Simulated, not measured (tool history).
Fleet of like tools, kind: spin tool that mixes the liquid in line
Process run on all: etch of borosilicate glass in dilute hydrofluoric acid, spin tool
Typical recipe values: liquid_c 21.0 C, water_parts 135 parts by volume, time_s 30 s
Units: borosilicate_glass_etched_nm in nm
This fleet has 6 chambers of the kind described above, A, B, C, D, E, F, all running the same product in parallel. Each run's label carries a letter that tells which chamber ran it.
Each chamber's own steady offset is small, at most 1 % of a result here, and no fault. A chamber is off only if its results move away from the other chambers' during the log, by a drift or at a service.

| run | hour | liquid_c | water_parts | time_s | hours since the thermometer was replaced | hours since the hydrofluoric acid flow meter was replaced | read-back film thickness of the borosilicate glass reference wafer, read on the same gauge (nm) | borosilicate_glass_etched_nm |
|---|---|---|---|---|---|---|---|---|
| 1C | 6.7 | 21.0 | 135 | 30 | 124.1 | 180.1 | 100.000 | 8.4675 |
| 2A | 13.9 | 21.0 | 135 | 30 | 115.9 | 279.6 | 99.998 | 8.4567 |
| 3D | 18.1 | 21.0 | 135 | 30 | 69.2 | 353.8 | 100.020 | 8.3431 |
| 4B | 26.5 | 21.0 | 135 | 30 | 832.8 | 1261.4 | 100.010 | 8.4563 |
| 5F | 34.8 | 21.0 | 135 | 30 | 1591.1 | 361.7 | 100.010 | 8.4740 |
| 6E | 39.4 | 21.0 | 135 | 30 | 112.7 | 930.6 | 100.030 | 8.4626 |
| 7E | 43.7 | 21.0 | 135 | 30 | 117.0 | 934.9 | 100.010 | 8.4760 |
| 8B | 50.0 | 21.0 | 135 | 30 | 856.3 | 1284.9 | 99.989 | 8.4868 |
| 9A | 56.8 | 21.0 | 135 | 30 | 158.8 | 322.5 | 100.040 | 8.4907 |
| 10C | 62.7 | 21.0 | 135 | 30 | 180.1 | 236.1 | 99.978 | 8.4435 |
| 11F | 71.0 | 21.0 | 135 | 30 | 1627.3 | 397.9 | 100.010 | 8.3965 |
| 12D | 79.1 | 21.0 | 135 | 30 | 130.2 | 414.8 | 99.997 | 8.3708 |
| 13D | 87.0 | 21.0 | 110 | 30 | 138.1 | 422.7 | 99.995 | 10.6050 |
| 14E | 94.3 | 21.0 | 110 | 30 | 167.6 | 985.5 | 100.000 | 10.5710 |
| 15B | 99.2 | 21.0 | 110 | 30 | 905.5 | 1334.1 | 99.973 | 10.6460 |
| 16C | 106.3 | 21.0 | 110 | 30 | 223.7 | 279.7 | 99.996 | 10.7170 |
| 17A | 110.9 | 21.0 | 110 | 30 | 212.9 | 376.6 | 100.030 | 10.7520 |
| 18F | 117.4 | 21.0 | 110 | 30 | 1673.7 | 444.3 | 99.952 | 10.5830 |
| 19F | 124.5 | 21.0 | 135 | 30 | 1680.8 | 451.4 | 99.982 | 8.4143 |
|  | 128.1 | chamber F: thermometer replaced |
| 20B | 128.5 | 21.0 | 135 | 30 | 934.8 | 1363.4 | 100.020 | 8.4753 |
| 21C | 135.8 | 21.0 | 135 | 30 | 253.2 | 309.2 | 99.988 | 8.4310 |
| 22E | 141.8 | 21.0 | 135 | 30 | 215.1 | 1033.0 | 99.981 | 8.5357 |
| 23A | 145.6 | 21.0 | 135 | 30 | 247.6 | 411.3 | 100.010 | 8.4635 |
| 24D | 151.5 | 21.0 | 135 | 30 | 202.6 | 487.2 | 99.976 | 8.4016 |
| 25C | 158.2 | 21.0 | 135 | 30 | 275.6 | 331.6 | 100.020 | 8.4325 |
| 26E | 162.1 | 21.0 | 135 | 30 | 235.4 | 1053.3 | 100.020 | 8.4537 |
| 27B | 169.6 | 21.0 | 135 | 30 | 975.9 | 1404.5 | 100.040 | 8.4508 |
| 28A | 176.9 | 21.0 | 135 | 30 | 278.9 | 442.6 | 100.040 | 8.4139 |
| 29D | 181.4 | 21.0 | 135 | 30 | 232.5 | 517.1 | 100.020 | 8.3881 |
|  | 185.0 | chamber F: hydrofluoric acid flow meter replaced |
| 30F | 189.0 | 21.0 | 135 | 30 | 61.0 | 4.1 | 100.000 | 8.4410 |
| 31E | 192.7 | 21.0 | 135 | 30 | 266.0 | 1083.9 | 99.985 | 8.4235 |
| 32A | 201.1 | 21.0 | 135 | 30 | 303.1 | 466.8 | 99.986 | 8.4355 |
| 33F | 207.6 | 21.0 | 135 | 30 | 79.6 | 22.7 | 99.971 | 8.3691 |
| 34D | 214.2 | 21.0 | 110 | 20 | 265.3 | 549.9 | 99.976 | 7.0448 |
| 35B | 218.6 | 21.0 | 110 | 20 | 1024.9 | 1453.5 | 100.010 | 7.0986 |
| 36C | 224.4 | 21.0 | 110 | 20 | 341.8 | 397.8 | 100.010 | 7.1223 |

Does one chamber stand apart from the rest, does the shared gauge drift, or is all well apart from small per-chamber offsets? Give the chamber and the most likely cause, where there is one.

Nothing is wrong: each chamber keeps only its own small, steady offset and the gauge holds still.

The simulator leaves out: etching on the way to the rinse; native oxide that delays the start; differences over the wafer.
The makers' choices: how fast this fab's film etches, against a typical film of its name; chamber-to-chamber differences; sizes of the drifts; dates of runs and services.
